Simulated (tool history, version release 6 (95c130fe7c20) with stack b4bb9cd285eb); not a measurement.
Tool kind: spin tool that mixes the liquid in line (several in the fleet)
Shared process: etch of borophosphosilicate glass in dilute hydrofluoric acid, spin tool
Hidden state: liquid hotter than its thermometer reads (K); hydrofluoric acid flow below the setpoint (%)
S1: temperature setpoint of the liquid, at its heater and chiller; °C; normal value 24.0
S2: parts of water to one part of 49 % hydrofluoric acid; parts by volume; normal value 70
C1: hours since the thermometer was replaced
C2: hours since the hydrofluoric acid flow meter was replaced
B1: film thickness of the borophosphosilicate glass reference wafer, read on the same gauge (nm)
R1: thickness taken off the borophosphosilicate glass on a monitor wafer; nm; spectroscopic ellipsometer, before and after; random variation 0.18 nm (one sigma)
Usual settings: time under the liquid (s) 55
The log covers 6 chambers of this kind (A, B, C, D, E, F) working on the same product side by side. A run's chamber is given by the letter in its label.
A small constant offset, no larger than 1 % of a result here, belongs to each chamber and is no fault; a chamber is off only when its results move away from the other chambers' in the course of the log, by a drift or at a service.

Run 1A, hour 4.5: usual settings; C1 2227.6; C2 918.8; B1 70.000. Result: R1 30.244 nm.
Run 2E, hour 10.1: usual settings; C1 569.7; C2 434.6; B1 70.006. Result: R1 30.735 nm.
Run 3C, hour 15.8: usual settings; C1 833.3; C2 699.5; B1 69.986. Result: R1 30.508 nm.
Run 4B, hour 21.7: usual settings; C1 1090.0; C2 1434.9; B1 70.003. Result: R1 30.315 nm.
Run 5F, hour 25.4: usual settings; C1 702.9; C2 520.4; B1 70.004. Result: R1 30.444 nm.
Run 6D, hour 30.8: usual settings but S1 20.5 °C, time under the liquid (s) 30; C1 621.3; C2 746.0; B1 70.011. Result: R1 14.500 nm.
Run 7D, hour 37.5: usual settings but S1 20.5 °C, time under the liquid (s) 30; C1 628.0; C2 752.7; B1 69.995. Result: R1 14.450 nm.
Run 8B, hour 44.0: usual settings but S1 20.5 °C, time under the liquid (s) 30; C1 1112.3; C2 1457.2; B1 69.992. Result: R1 14.530 nm.
Run 9A, hour 50.9: usual settings but S1 20.5 °C, time under the liquid (s) 30; C1 2274.0; C2 965.2; B1 70.017. Result: R1 14.382 nm.
Run 10E, hour 58.0: usual settings but S1 20.5 °C, time under the liquid (s) 30; C1 617.6; C2 482.5; B1 70.000. Result: R1 14.603 nm.
Run 11C, hour 61.5: usual settings but S1 20.5 °C, time under the liquid (s) 30; C1 879.0; C2 745.2; B1 69.993. Result: R1 14.345 nm.
Run 12F, hour 69.1: usual settings; C1 746.6; C2 564.1; B1 69.993. Result: R1 30.392 nm.
Run 13F, hour 76.2: usual settings; C1 753.7; C2 571.2; B1 69.990. Result: R1 30.165 nm.
Run 14E, hour 84.1: usual settings; C1 643.7; C2 508.6; B1 70.017. Result: R1 30.253 nm.
Run 15B, hour 87.7: usual settings; C1 1156.0; C2 1500.9; B1 70.018. Result: R1 30.894 nm.
Run 16C, hour 95.0: usual settings; C1 912.5; C2 778.7; B1 69.995. Result: R1 30.744 nm.
Run 17D, hour 100.3: usual settings; C1 690.8; C2 815.5; B1 69.995. Result: R1 31.043 nm.
Run 18A, hour 105.8: usual settings but S2 40 parts by volume, time under the liquid (s) 75; C1 2328.9; C2 1020.1; B1 70.016. Result: R1 75.525 nm.
Run 19D, hour 113.8: usual settings but S2 40 parts by volume, time under the liquid (s) 75; C1 704.3; C2 829.0; B1 70.017. Result: R1 76.202 nm.
Run 20C, hour 119.3: usual settings but S2 40 parts by volume, time under the liquid (s) 75; C1 936.8; C2 803.0; B1 69.993. Result: R1 76.944 nm.
Run 21B, hour 126.2: usual settings but S2 40 parts by volume, time under the liquid (s) 75; C1 1194.5; C2 1539.4; B1 70.001. Result: R1 76.153 nm.
Run 22E, hour 133.0: usual settings but S2 40 parts by volume, time under the liquid (s) 75; C1 692.6; C2 557.5; B1 70.013. Result: R1 76.535 nm.
Run 23F, hour 137.8: usual settings but S2 40 parts by volume, time under the liquid (s) 75; C1 815.3; C2 632.8; B1 69.995. Result: R1 74.650 nm.
Run 24A, hour 142.3: usual settings but S1 26.5 °C, S2 50 parts by volume; C1 2365.4; C2 1056.6; B1 69.992. Result: R1 48.170 nm.
Run 25E, hour 147.4: usual settings but S1 26.5 °C, S2 50 parts by volume; C1 707.0; C2 571.9; B1 70.009. Result: R1 47.598 nm.
Run 26C, hour 152.2: usual settings but S1 26.5 °C, S2 50 parts by volume; C1 969.7; C2 835.9; B1 70.007. Result: R1 48.882 nm.
At hour 157.1: chamber A: thermometer replaced.
Run 27A, hour 157.5: usual settings but S1 26.5 °C, S2 50 parts by volume; C1 0.4; C2 1071.8; B1 70.004. Result: R1 48.818 nm.
Run 28D, hour 162.6: usual settings but S1 26.5 °C, S2 50 parts by volume; C1 753.1; C2 877.8; B1 70.014. Result: R1 50.417 nm.
Run 29F, hour 166.4: usual settings but S1 26.5 °C, S2 50 parts by volume; C1 843.9; C2 661.4; B1 69.987. Result: R1 47.948 nm.
Run 30B, hour 170.4: usual settings; C1 1238.7; C2 1583.6; B1 70.001. Result: R1 30.063 nm.
Run 31B, hour 177.8: usual settings; C1 1246.1; C2 1591.0; B1 69.991. Result: R1 30.657 nm.
At hour 181.5: chamber A: hydrofluoric acid flow meter replaced.
Run 32A, hour 182.6: usual settings; C1 25.5; C2 1.2; B1 69.998. Result: R1 30.219 nm.
Run 33E, hour 188.9: usual settings; C1 748.5; C2 613.4; B1 70.021. Result: R1 30.363 nm.
Run 34D, hour 194.7: usual settings; C1 785.2; C2 909.9; B1 70.002. Result: R1 31.494 nm.
Run 35F, hour 198.9: usual settings; C1 876.4; C2 693.9; B1 70.010. Result: R1 30.147 nm.
Run 36C, hour 202.8: usual settings but S2 55 parts by volume, time under the liquid (s) 35; C1 1020.3; C2 886.5; B1 70.003. Result: R1 25.412 nm.
Run 37E, hour 207.2: usual settings but S2 55 parts by volume, time under the liquid (s) 35; C1 766.8; C2 631.7; B1 69.997. Result: R1 25.397 nm.
At hour 209.2: chamber F: hydrofluoric acid flow meter replaced.
Run 38B, hour 214.7: usual settings but S2 55 parts by volume, time under the liquid (s) 35; C1 1283.0; C2 1627.9; B1 70.004. Result: R1 25.436 nm.
Run 39A, hour 219.8: usual settings but S2 55 parts by volume, time under the liquid (s) 35; C1 62.7; C2 38.4; B1 69.988. Result: R1 25.210 nm.
Run 40F, hour 224.0: usual settings but S2 55 parts by volume, time under the liquid (s) 35; C1 901.5; C2 14.9; B1 70.005. Result: R1 24.946 nm.
Run 41C, hour 229.6: usual settings but S2 55 parts by volume, time under the liquid (s) 35; C1 1047.1; C2 913.3; B1 69.983. Result: R1 25.195 nm.

Next, every chamber runs the same settings. What will each give?
Run 42A, hour 235.4: usual settings but time under the liquid (s) 80. Result: R1 ?.
Run 42B, hour 235.4: usual settings but time under the liquid (s) 80. Result: R1 ?.
Run 42C, hour 235.4: usual settings but time under the liquid (s) 80. Result: R1 ?.
Run 42D, hour 235.4: usual settings but time under the liquid (s) 80. Result: R1 ?.
Run 42E, hour 235.4: usual settings but time under the liquid (s) 80. Result: R1 ?.
Run 42F, hour 235.4: usual settings but time under the liquid (s) 80. Result: R1 ?.

run      R1
42A  44.737
42B  44.205
42C  44.603
42D  46.965
42E  44.779
42F  44.351
